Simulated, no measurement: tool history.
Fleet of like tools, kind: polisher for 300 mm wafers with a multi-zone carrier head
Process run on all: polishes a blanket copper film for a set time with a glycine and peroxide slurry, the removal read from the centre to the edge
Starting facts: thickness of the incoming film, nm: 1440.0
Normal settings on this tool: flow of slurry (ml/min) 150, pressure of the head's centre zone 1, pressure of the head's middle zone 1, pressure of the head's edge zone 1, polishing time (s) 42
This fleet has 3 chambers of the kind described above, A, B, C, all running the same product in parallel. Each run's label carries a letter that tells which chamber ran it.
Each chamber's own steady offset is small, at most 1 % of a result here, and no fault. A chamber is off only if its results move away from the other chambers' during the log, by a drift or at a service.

run	hour	flow of slurry (ml/min)	pressure of the head's centre zone	pressure of the head's middle zone	pressure of the head's edge zone	polishing time (s)	wafers polished on this pad	hours since the slurry nozzle was cleaned	hours since the centre zone pressure was calibrated	hours since the edge zone pressure was calibrated	film removed at the wafer's centre (angstrom)	film removed at mid-radius (angstrom)	film removed at the wafer's edge (angstrom)
# hour 1.5: chamber A: slurry nozzle cleaned
1B	8.6	150	1	1	1	42	945	174.8	831.4	194.3	1340.1	1336.8	1330.8
# hour 9.8: chamber C: worn pad replaced by a new one
# hour 11: chamber B: worn pad replaced by a new one
2C	15.4	150	1	1	1	42	90	412.6	771.4	510	1378.8	1324.8	1325
# hour 17.7: chamber A: worn pad replaced by a new one
3A	21.8	150	1	1	1	42	65	20.4	649.3	1007.3	1358.1	1380.3	1373.5
4B	35.2	150	1	1	1	42	387	201.4	858	220.9	1334.4	1349.9	1327.3
5C	44.9	150	1	1	1	42	560	442.1	800.9	539.5	1392.5	1342.7	1317.3
6A	54	150	1	1	1	42	579	52.6	681.5	1039.5	1342.2	1354.8	1363.2
7C	63.4	150	1	1	1	42	856	460.6	819.4	558	1372.5	1368	1309.7
# hour 68.8: chamber C: worn pad replaced by a new one
8B	71.8	150	1	1	1	42	971	238	894.6	257.5	1337.8	1345	1336.2
# hour 76.4: chamber B: worn pad replaced by a new one
# hour 78.5: chamber A: worn pad replaced by a new one
9A	81.6	150	1	1	1	42	51	80.2	709.1	1067.1	1345.1	1364	1343.6
10C	87.5	150	1	1	1	42	299	484.7	843.5	582.1	1356.7	1343.1	1367.3
11B	94.5	150	1	0.96	1	42	290	260.7	917.3	280.2	1337.9	1277.3	1323.6
12A	100.5	150	1	0.96	1	42	352	99.1	728	1086	1338.6	1320.1	1382.5
# hour 103: chamber B: slurry nozzle cleaned
13B	112.7	150	1	0.96	1	42	580	9.7	935.5	298.4	1353.3	1312.2	1325
# hour 123: chamber C: slurry nozzle cleaned
14C	125.8	115	1	1	1	42	910	2.9	881.8	620.4	1285.5	1285.4	1311.1
# hour 127.9: chamber A: worn pad replaced by a new one
# hour 128.4: chamber C: worn pad replaced by a new one
# hour 132: chamber B: worn pad replaced by a new one
15A	132.6	115	1	1	1	42	75	131.2	760.1	1118.1	1247.8	1274.3	1310
16C	140	115	1	1	1	42	185	17.1	896	634.6	1294	1274	1279.2
17B	153.1	150	1	1	1	42	337	50.1	975.9	338.8	1339.4	1348.6	1353.9
# hour 157.4: chamber A: centre zone pressure recalibrated
18A	166	150	1	1	1	42	608	164.6	8.6	1151.5	1190.9	1375.9	1393.9
19C	174.9	150	1	1	1	42	742	52	930.9	669.5	1358.9	1337.4	1355.7
# hour 178.6: chamber C: worn pad replaced by a new one
20A	181.1	150	1	1	1	42	849	179.7	23.7	1166.6	1222	1358.6	1363.2
# hour 182.6: chamber A: worn pad replaced by a new one
21B	194.5	150	1	1	1	42	998	91.5	1017.3	380.2	1324.3	1343	1332.3
# hour 197.3: chamber B: centre zone pressure recalibrated
# hour 198: chamber B: worn pad replaced by a new one
22C	200.9	150	1	1	1	42	357	78	956.9	695.5	1379.8	1355.4	1338.9
23B	213.7	150	1	1	1	42	252	110.7	16.5	399.4	1341.2	1364.9	1345.4
24A	226.6	150	1	1	1	42	702	225.2	69.2	1212.1	1200.8	1388.3	1359
# hour 228.9: chamber C: worn pad replaced by a new one
25C	236.7	150	1	1	1	42	126	113.8	992.7	731.3	1391	1350.9	1344.8
# hour 238.9: chamber A: worn pad replaced by a new one
# hour 240.9: chamber A: slurry nozzle cleaned
26B	250	150	1	1	1	42	831	147	52.8	435.7	1327.8	1351.7	1352
# hour 250.9: chamber B: worn pad replaced by a new one
# hour 253: chamber C: edge zone pressure recalibrated
27A	262.6	150	1	1	1	42	379	21.7	105.2	1248.1	1214.7	1385.4	1356.7
28A	269	150	1	1	1	42	481	28.1	111.6	1254.5	1220.3	1370.5	1358.9
29C	279.2	150	1	1	1	42	804	156.3	1035.2	26.3	1395.3	1343.7	1362.5
30B	288.7	150	1	1	1	42	603	185.7	91.5	474.4	1348.4	1342.8	1353.9

Next, every chamber runs the same settings. What will each give?
31A	298.2	150	1.09	1	1	42					?	?	?
31B	298.2	150	1.09	1	1	42					?	?	?
31C	298.2	150	1.09	1	1	42					?	?	?

run	film removed at the wafer's centre (angstrom)	film removed at mid-radius (angstrom)	film removed at the wafer's edge (angstrom)
31A	1344.1	1364.2	1349.7
31B	1472.9	1353.6	1359.7
31C	1522	1355.2	1333.4

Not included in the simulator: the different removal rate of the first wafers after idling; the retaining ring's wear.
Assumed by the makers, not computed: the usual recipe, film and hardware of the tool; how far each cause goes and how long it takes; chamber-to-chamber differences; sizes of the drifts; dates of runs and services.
